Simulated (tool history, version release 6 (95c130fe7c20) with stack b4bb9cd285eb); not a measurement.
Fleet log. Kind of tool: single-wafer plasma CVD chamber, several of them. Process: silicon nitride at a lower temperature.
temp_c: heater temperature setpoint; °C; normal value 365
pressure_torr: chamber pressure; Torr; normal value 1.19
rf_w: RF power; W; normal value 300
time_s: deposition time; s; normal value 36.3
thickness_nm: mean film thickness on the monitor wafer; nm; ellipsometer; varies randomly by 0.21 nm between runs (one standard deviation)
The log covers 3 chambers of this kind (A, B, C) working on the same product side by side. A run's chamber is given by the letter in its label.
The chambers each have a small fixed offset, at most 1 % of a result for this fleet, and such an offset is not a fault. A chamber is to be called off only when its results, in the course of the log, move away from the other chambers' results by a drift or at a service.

run	day	temp_c	pressure_torr	rf_w	time_s	hours since the last thermocouple change	hours since the last RF generator calibration	hours since the last manometer calibration	read-back reference wafer on the same gauge, thickness_nm	thickness_nm
1B	0.146	365	1.19	300	36.3	1583.8	593.8	1405.8	35.001	39.128
2C	0.308	365	1.19	300	36.3	1579.7	222.4	459.1	35.022	38.623
3A	0.4	365	1.19	300	36.3	1666.9	889.6	661.1	34.939	38.579
4B	0.521	365	1.19	300	36.3	1592.8	602.8	1414.8	35.028	39.27
5C	0.679	365	1.19	300	36.3	1588.6	231.3	468	34.93	38.712
6A	0.838	365	1.19	300	36.3	1677.4	900.1	671.6	34.958	38.807
7B	1.004	365	1.19	300	36.3	1604.4	614.4	1426.4	34.988	39.324
8A	1.133	365	1.19	300	36.3	1684.5	907.2	678.7	35.025	38.561
9C	1.308	365	1.19	300	36.3	1603.7	246.4	483.1	35.009	38.919
10B	1.483	365	1.19	300	36.3	1615.9	625.9	1437.9	35.001	39.159
11A	1.608	365	1.19	300	36.3	1695.9	918.6	690.1	35.006	38.715
12C	1.75	365	1.19	300	36.3	1614.3	257	493.7	34.998	38.826
# day 1.854: chamber C: thermocouple changed; heater temperature recalibrated
13C	1.946	365	1.19	300	36.3	2.2	261.7	498.4	34.977	38.79
14A	2.029	365	1.19	300	36.3	1706	928.7	700.2	35.04	38.353
15B	2.2	365	1.19	300	39.8	1633.1	643.1	1455.1	35.013	42.609
16B	2.312	365	1.19	300	39.8	1635.8	645.8	1457.8	34.94	42.938
17A	2.458	365	1.19	300	39.8	1716.3	939	710.5	34.99	42.342
18C	2.554	365	1.19	300	36.3	16.8	276.3	513	35.027	38.829
19C	2.683	365	1.19	300	40.6	19.9	279.4	516.1	35.055	43.297
20B	2.788	365	1.19	300	40.6	1647.2	657.2	1469.2	34.989	43.839
21A	2.929	365	1.19	300	40.6	1727.6	950.3	721.8	34.994	42.846
22A	3.025	365	1.19	300	36.3	1729.9	952.6	724.1	34.98	38.843
23C	3.212	359	1.1	300	36.3	32.6	292.1	528.8	35.012	38.119
24B	3.312	359	1.1	300	36.3	1659.8	669.8	1481.8	34.994	38.167
25A	3.425	359	1.1	300	36.3	1739.5	962.2	733.7	35.011	37.438

Predict what each chamber gives when all 3 of them run the settings below next.
26A	3.567	365	1.19	300	36.3					?
26B	3.567	365	1.19	300	36.3					?
26C	3.567	365	1.19	300	36.3					?

run	thickness_nm
26A	38.715
26B	38.897
26C	38.397
